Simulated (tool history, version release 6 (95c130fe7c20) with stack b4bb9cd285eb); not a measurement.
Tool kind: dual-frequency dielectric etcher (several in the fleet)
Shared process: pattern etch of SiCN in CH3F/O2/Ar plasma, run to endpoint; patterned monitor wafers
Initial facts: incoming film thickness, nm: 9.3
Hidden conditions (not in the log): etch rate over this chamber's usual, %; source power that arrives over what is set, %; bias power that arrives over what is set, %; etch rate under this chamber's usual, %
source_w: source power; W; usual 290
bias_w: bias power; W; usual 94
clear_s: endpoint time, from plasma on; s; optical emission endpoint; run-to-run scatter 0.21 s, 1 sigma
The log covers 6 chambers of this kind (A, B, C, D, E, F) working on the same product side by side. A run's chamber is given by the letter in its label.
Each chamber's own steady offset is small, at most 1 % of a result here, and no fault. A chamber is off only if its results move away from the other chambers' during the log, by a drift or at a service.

run,hour,source_w,bias_w,hours since the last wet clean,hours since the last source power generator calibration,hours since the last bias power generator calibration,clear_s
1A,4.3,290,94,307.5,493.8,1742.5,25.157
2F,6.5,290,94,323.0,1470.3,767.1,25.064
3B,8.7,290,94,427.4,2678.5,2223.4,25.338
4D,10.8,290,94,311.2,108.5,2279.1,25.475
5C,13.5,290,94,254.9,546.8,2249.7,24.787
6E,16.6,290,94,259.1,4096.4,419.6,25.384
7C,21.1,290,94,262.5,554.4,2257.3,25.156
8F,23.8,290,94,340.3,1487.6,784.4,24.681
9E,27.9,340,103,270.4,4107.7,430.9,22.960
# hour 29.4: chamber B: wet clean of the chamber
10B,30.3,340,103,1.0,2700.1,2245.0,22.832
11D,34.3,340,103,334.7,132.0,2302.6,23.096
12A,38.3,340,103,341.5,527.8,1776.5,22.532
13F,41.5,340,103,358.0,1505.3,802.1,22.882
14B,45.3,340,103,16.0,2715.1,2260.0,23.248
15D,47.8,290,94,348.2,145.5,2316.1,25.177
16A,50.2,290,94,353.4,539.7,1788.4,25.211
17C,52.2,290,94,293.6,585.5,2288.4,25.102
18E,56.4,290,80,298.9,4136.2,459.4,26.813
19C,59.8,290,80,301.2,593.1,2296.0,26.521
20F,63.2,290,80,379.7,1527.0,823.8,26.812
21E,67.2,290,80,309.7,4147.0,470.2,26.683
22B,70.5,290,80,41.2,2740.3,2285.2,26.969
23D,75.1,290,80,375.5,172.8,2343.4,26.381
24A,79.4,290,94,382.6,568.9,1817.6,25.043
25F,83.2,290,94,399.7,1547.0,843.8,25.116
26E,86.6,290,94,329.1,4166.4,489.6,25.408
27C,90.3,290,94,331.7,623.6,2326.5,25.071
28D,94.5,290,94,394.9,192.2,2362.8,24.705
# hour 97.0: chamber D: bias power generator calibrated
29A,98.3,290,94,401.5,587.8,1836.5,25.192
30B,100.6,290,94,71.3,2770.4,2315.3,25.872
31B,103.0,290,94,73.7,2772.8,2317.7,25.542
32F,105.3,290,94,421.8,1569.1,865.9,25.107
33C,108.4,290,94,349.8,641.7,2344.6,25.252
34E,111.5,290,76,354.0,4191.3,514.5,27.822
35A,114.0,290,76,417.2,603.5,1852.2,27.037
36D,117.6,290,76,418.0,215.3,20.7,26.461
37A,122.1,290,76,425.3,611.6,1860.3,27.367
38B,125.6,290,76,96.3,2795.4,2340.3,27.567

Which is it: a chamber that has drifted or been left off by a service, a gauge drift common to all chambers, or only each chamber's usual small offset? If a chamber is off, name it and its likeliest cause.

One chamber, D, drifts off from the rest bit by bit.
Likeliest cause: etch rate over this chamber's usual, % = 4.54.

Below are 4 candidate recipes for chamber D's next run, each the usual settings with a change, their results shown as question marks. Which of them brings D's results back in line with what the other chambers give on the usual settings?
A result is in line if it is within this distance of the other chambers' mean on the usual settings: clear_s 0.730 s
39D-1,128.9,260,82,,,,?
39D-2,128.9,360,94,,,,?
39D-3,128.9,280,89,,,,?
39D-4,128.9,300,99,,,,?

The mean the other chambers reach with the usual settings: clear_s 25.227 s
run,clear_s
39D-1,26.819
39D-2,22.556
39D-3,25.292
39D-4,23.670
The right change is 39D-3: it brings the chamber back within the allowed miss of the others.
